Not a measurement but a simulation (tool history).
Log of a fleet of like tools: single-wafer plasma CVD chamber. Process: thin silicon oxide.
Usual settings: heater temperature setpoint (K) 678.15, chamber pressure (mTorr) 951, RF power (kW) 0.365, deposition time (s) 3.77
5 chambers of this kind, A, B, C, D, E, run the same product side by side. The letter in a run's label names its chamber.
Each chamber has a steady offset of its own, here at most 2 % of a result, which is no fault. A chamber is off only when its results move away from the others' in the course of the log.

run    day  heater temperature setpoint (K)  chamber pressure (mTorr)  RF power (kW)  deposition time (s)  hours since the last thermocouple change  hours since the last RF generator calibration  hours since the last manometer calibration  read-back reference wafer on the same gauge, thickness_nm  mean film thickness on the monitor wafer (nm)
 1C  0.192                           678.15                       951          0.365                 3.77                                     145.1                                         1115.0                                       578.9                                                     7.3495                                         8.7567
 2B  0.392                           678.15                       951          0.365                 3.77                                     999.7                                          765.5                                       731.0                                                     7.3580                                         8.7386
 3E  0.592                           678.15                       951          0.365                 3.77                                    1836.5                                          407.6                                       865.6                                                     7.3566                                         8.7139
 4D  0.779                           678.15                       951          0.365                 3.77                                    1140.3                                          319.8                                      1257.8                                                     7.3564                                         8.5084
 5A  1.012                           678.15                       951          0.365                 3.77                                     953.6                                         1320.0                                       662.8                                                     7.3434                                         8.6370
 6C  1.146                           669.15                       951          0.410                 3.77                                     168.0                                         1137.9                                       601.8                                                     7.3487                                         9.1629
 7D  1.296                           669.15                       951          0.410                 3.77                                    1152.7                                          332.2                                      1270.2                                                     7.3485                                         8.9072
 8E  1.421                           669.15                       951          0.410                 3.77                                    1856.4                                          427.5                                       885.5                                                     7.3497                                         9.1062
 9A  1.588                           669.15                       951          0.410                 3.77                                     967.4                                         1333.8                                       676.6                                                     7.3515                                         9.1631
10B  1.829                           669.15                       951          0.410                 3.77                                    1034.2                                          800.0                                       765.5                                                     7.3492                                         9.1082
11B  2.075                           678.15                       951          0.365                 3.77                                    1040.1                                          805.9                                       771.4                                                     7.3446                                         8.6527
12D  2.217                           678.15                       951          0.365                 3.77                                    1174.8                                          354.3                                      1292.3                                                     7.3427                                         8.5443
13E  2.438                           678.15                       951          0.365                 3.77                                    1880.8                                          451.9                                       909.9                                                     7.3480                                         8.7110
14C  2.612                           678.15                       951          0.365                 3.77                                     203.2                                         1173.1                                       637.0                                                     7.3427                                         8.8140
15A  2.792                           678.15                       951          0.365                 3.77                                     996.3                                         1362.7                                       705.5                                                     7.3531                                         8.6624
16E  3.046                           678.15                       951          0.365                 3.77                                    1895.4                                          466.5                                       924.5                                                     7.3525                                         8.5725
17A  3.196                           678.15                       951          0.365                 3.77                                    1006.0                                         1372.4                                       715.2                                                     7.3480                                         8.6795
18C  3.454                           678.15                       734          0.365                 3.77                                     223.4                                         1193.3                                       657.2                                                     7.3428                                         6.9137
19D  3.667                           678.15                       734          0.365                 3.77                                    1209.6                                          389.1                                      1327.1                                                     7.3423                                         6.7283
20B  3.846                           678.15                       734          0.365                 3.77                                    1082.6                                          848.4                                       813.9                                                     7.3471                                         6.9311
21D  4.004                           678.15                       734          0.365                 3.77                                    1217.7                                          397.2                                      1335.2                                                     7.3533                                         6.7423
22E  4.204                           678.15                       734          0.365                 3.77                                    1923.2                                          494.3                                       952.3                                                     7.3497                                         6.7784
23C  4.450                           678.15                       951          0.365                 3.77                                     247.3                                         1217.2                                       681.1                                                     7.3440                                         8.7272
24B  4.696                           678.15                       951          0.365                 3.77                                    1103.0                                          868.8                                       834.3                                                     7.3545                                         8.7280
25A  4.904                           678.15                       951          0.365                 3.77                                    1047.0                                         1413.4                                       756.2                                                     7.3564                                         8.5500
26B  5.054                           678.15                       951          0.365                 3.77                                    1111.6                                          877.4                                       842.9                                                     7.3512                                         8.6736
27D  5.212                           678.15                       951          0.365                 3.77                                    1246.7                                          426.2                                      1364.2                                                     7.3591                                         8.4664
28E  5.404                           678.15                       951          0.365                 3.77                                    1952.0                                          523.1                                       981.1                                                     7.3502                                         8.5869
29A  5.571                           678.15                       951          0.365                 3.77                                    1063.0                                         1429.4                                       772.2                                                     7.3537                                         8.4963
30C  5.796                           678.15                       951          0.365                 3.10                                     279.6                                         1249.5                                       713.4                                                     7.3511                                         7.1932
31A  5.962                           678.15                       951          0.365                 3.10                                    1072.4                                         1438.8                                       781.6                                                     7.3478                                         6.9692
32E  6.117                           678.15                       951          0.365                 3.10                                    1969.1                                          540.2                                       998.2                                                     7.3526                                         7.0732
33C  6.262                           678.15                       951          0.365                 3.10                                     290.8                                         1260.7                                       724.6                                                     7.3559                                         7.1686
34B  6.450                           678.15                       951          0.365                 3.10                                    1145.1                                          910.9                                       876.4                                                     7.3483                                         7.1699
35D  6.600                           678.15                       951          0.295                 3.77                                    1280.0                                          459.5                                      1397.5                                                     7.3511                                         7.7974
36E  6.796                           678.15                       951          0.295                 3.77                                    1985.4                                          556.5                                      1014.5                                                     7.3541                                         7.9030
37B  7.021                           678.15                       951          0.295                 3.77                                    1158.8                                          924.6                                       890.1                                                     7.3515                                         7.9523
38C  7.142                           678.15                       951          0.295                 3.77                                     311.9                                         1281.8                                       745.7                                                     7.3431                                         8.0262
39D  7.271                           678.15                       951          0.295                 3.77                                    1296.1                                          475.6                                      1413.6                                                     7.3497                                         7.7618
40A  7.412                           678.15                       951          0.365                 3.77                                    1107.2                                         1473.6                                       816.4                                                     7.3486                                         8.3860
41E  7.675                           678.15                       951          0.365                 3.77                                    2006.5                                          577.6                                      1035.6                                                     7.3557                                         8.5653
42B  7.821                           678.15                       951          0.365                 3.77                                    1178.0                                          943.8                                       909.3                                                     7.3509                                         8.6874
43A  8.075                           678.15                       951          0.365                 3.77                                    1123.1                                         1489.5                                       832.3                                                     7.3454                                         8.3663
44C  8.338                           678.15                       951          0.365                 3.77                                     340.6                                         1310.5                                       774.4                                                     7.3477                                         8.7184

Is one chamber off against the others, does the gauge drift, or is nothing wrong? If a chamber is off, say which, and what the likeliest cause is.

Chamber A drifts away from the others.
Cause: true pressure below the setpoint (%) = 5.16.

Here are 4 candidates for chamber A's next run, each the usual settings with a change, their results left as question marks. Which one brings its results back in line with what the others give on the usual settings?
In line means no further than this from the other chambers' mean on the usual settings: mean film thickness on the monitor wafer (nm) 0.1300
45A-1  8.529                           678.15                       957          0.365                 3.79                                                                                                                                                                                                                                              ?
45A-2  8.529                           678.15                       951          0.370                 3.89                                                                                                                                                                                                                                              ?
45A-3  8.529                           678.15                       945          0.365                 3.75                                                                                                                                                                                                                                              ?
45A-4  8.529                           678.15                       951          0.365                 3.63                                                                                                                                                                                                                                              ?

The other chambers' mean on the usual settings: mean film thickness on the monitor wafer (nm) 8.6324
  run  mean film thickness on the monitor wafer (nm)
45A-1                                         8.4170
45A-2                                         8.6333
45A-3                                         8.2373
45A-4                                         8.0181
45A-2 brings the chamber back in line.
